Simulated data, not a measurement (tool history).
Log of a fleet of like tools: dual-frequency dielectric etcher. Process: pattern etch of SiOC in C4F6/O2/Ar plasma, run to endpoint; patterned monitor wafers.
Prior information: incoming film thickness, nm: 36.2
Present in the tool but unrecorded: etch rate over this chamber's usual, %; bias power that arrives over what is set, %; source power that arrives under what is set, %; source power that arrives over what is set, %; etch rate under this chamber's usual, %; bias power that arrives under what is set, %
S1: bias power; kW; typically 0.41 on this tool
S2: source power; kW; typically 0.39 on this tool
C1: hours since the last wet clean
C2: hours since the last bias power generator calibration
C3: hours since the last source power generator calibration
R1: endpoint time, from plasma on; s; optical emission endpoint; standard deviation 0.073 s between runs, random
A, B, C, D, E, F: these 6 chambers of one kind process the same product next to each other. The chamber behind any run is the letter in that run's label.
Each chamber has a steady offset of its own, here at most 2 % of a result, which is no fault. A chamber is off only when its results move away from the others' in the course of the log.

| run | hour | S1 | S2 | C1 | C2 | C3 | R1 |
|---|---|---|---|---|---|---|---|
| 1A | 3.1 | 0.41 | 0.39 | 465.3 | 301.7 | 2200.2 | 13.335 |
| 2C | 5.8 | 0.41 | 0.39 | 246.7 | 94.7 | 1216.8 | 13.212 |
| 3D | 8.9 | 0.41 | 0.39 | 280.6 | 1898.2 | 1052.2 | 13.099 |
| 4F | 12.5 | 0.41 | 0.39 | 304.3 | 1702.8 | 3167.8 | 13.241 |
| 5B | 15.7 | 0.41 | 0.39 | 87.6 | 1191.6 | 160.9 | 13.261 |
| 6E | 20.5 | 0.41 | 0.39 | 445.6 | 691.7 | 1011.3 | 13.162 |
| 7B | 25.4 | 0.41 | 0.39 | 97.3 | 1201.3 | 170.6 | 13.207 |
| 8E | 30.4 | 0.41 | 0.39 | 455.5 | 701.6 | 1021.2 | 13.201 |
| 9F | 35.8 | 0.41 | 0.39 | 327.6 | 1726.1 | 3191.1 | 13.18 |
| 10D | 38.9 | 0.41 | 0.39 | 310.6 | 1928.2 | 1082.2 | 13.039 |
| 11C | 41.9 | 0.41 | 0.39 | 282.8 | 130.8 | 1252.9 | 13.296 |
| 12A | 44.5 | 0.41 | 0.47 | 506.7 | 343.1 | 2241.6 | 12.325 |
| 13B | 47.8 | 0.41 | 0.47 | 119.7 | 1223.7 | 193 | 12.481 |
| 14A | 50.4 | 0.41 | 0.47 | 512.6 | 349 | 2247.5 | 12.473 |
| 15F | 55.1 | 0.41 | 0.47 | 346.9 | 1745.4 | 3210.4 | 12.417 |
| 16E | 58.6 | 0.41 | 0.47 | 483.7 | 729.8 | 1049.4 | 12.328 |
| 17C | 63.8 | 0.41 | 0.47 | 304.7 | 152.7 | 1274.8 | 12.478 |
| 18D | 67.5 | 0.41 | 0.39 | 339.2 | 1956.8 | 1110.8 | 13.011 |
| 19C | 71.3 | 0.41 | 0.39 | 312.2 | 160.2 | 1282.3 | 13.435 |
|  | 74 | chamber A: wet clean of the chamber |
| 20A | 75.1 | 0.41 | 0.39 | 1.1 | 373.7 | 2272.2 | 13.286 |
|  | 78.2 | chamber E: wet clean of the chamber |
| 21E | 79.5 | 0.41 | 0.39 | 1.3 | 750.7 | 1070.3 | 13.402 |
| 22B | 83.8 | 0.41 | 0.39 | 155.7 | 1259.7 | 229 | 13.483 |
| 23F | 88 | 0.41 | 0.39 | 379.8 | 1778.3 | 3243.3 | 13.273 |
| 24D | 91.8 | 0.41 | 0.39 | 363.5 | 1981.1 | 1135.1 | 13.144 |
| 25B | 94.7 | 0.41 | 0.39 | 166.6 | 1270.6 | 239.9 | 13.218 |
| 26A | 100 | 0.41 | 0.39 | 26 | 398.6 | 2297.1 | 13.239 |
| 27C | 105.6 | 0.41 | 0.39 | 346.5 | 194.5 | 1316.6 | 13.48 |
| 28E | 109.8 | 0.41 | 0.39 | 31.6 | 781 | 1100.6 | 13.271 |
| 29D | 113.9 | 0.41 | 0.39 | 385.6 | 2003.2 | 1157.2 | 12.984 |
| 30F | 118.3 | 0.41 | 0.39 | 410.1 | 1808.6 | 3273.6 | 13.206 |
| 31C | 121.1 | 0.41 | 0.39 | 362 | 210 | 1332.1 | 13.622 |
| 32B | 124.9 | 0.41 | 0.39 | 196.8 | 1300.8 | 270.1 | 13.257 |
| 33E | 129.1 | 0.41 | 0.39 | 50.9 | 800.3 | 1119.9 | 13.258 |
| 34D | 131.7 | 0.41 | 0.39 | 403.4 | 2021 | 1175 | 13.078 |
| 35A | 135.7 | 0.41 | 0.39 | 61.7 | 434.3 | 2332.8 | 13.288 |
| 36F | 139.3 | 0.41 | 0.39 | 431.1 | 1829.6 | 3294.6 | 13.162 |
|  | 141.4 | chamber D: wet clean of the chamber |
| 37A | 144.7 | 0.366 | 0.39 | 70.7 | 443.3 | 2341.8 | 13.899 |
| 38E | 147.9 | 0.366 | 0.39 | 69.7 | 819.1 | 1138.7 | 13.789 |
| 39D | 150.5 | 0.366 | 0.39 | 9.2 | 2039.8 | 1193.8 | 13.54 |
| 40B | 153.1 | 0.366 | 0.39 | 225 | 1329 | 298.3 | 13.972 |
| 41C | 158 | 0.366 | 0.39 | 398.9 | 246.9 | 1369 | 14.203 |

Has any chamber moved away from the others, gradually or after a service, or does the common gauge drift, or do the chambers differ only by their own small steady offsets? State the chamber and the most likely cause if one applies.

One chamber, C, drifts off from the rest bit by bit.
Most likely cause: etch rate under this chamber's usual, % = 3.96.

Below are 4 candidate recipes for chamber C's next run, each the usual settings with a change, their results shown as question marks. Which of them brings C's results back in line with what the other chambers give on the usual settings?
To be in line, a result may differ from the other chambers' mean on the usual settings by at most: R1 0.25 s
| 42C-1 | 162.1 | 0.504 | 0.39 |  |  |  | ? |
| 42C-2 | 162.1 | 0.41 | 0.43 |  |  |  | ? |
| 42C-3 | 162.1 | 0.388 | 0.37 |  |  |  | ? |
| 42C-4 | 162.1 | 0.371 | 0.35 |  |  |  | ? |

On the usual settings, the other chambers give on average: R1 13.23 s
| run | R1 |
|---|---|
| 42C-1 | 12.778 |
| 42C-2 | 13.286 |
| 42C-3 | 14.328 |
| 42C-4 | 14.862 |
Change 42C-2 lands the chamber within the allowed miss of the other chambers.
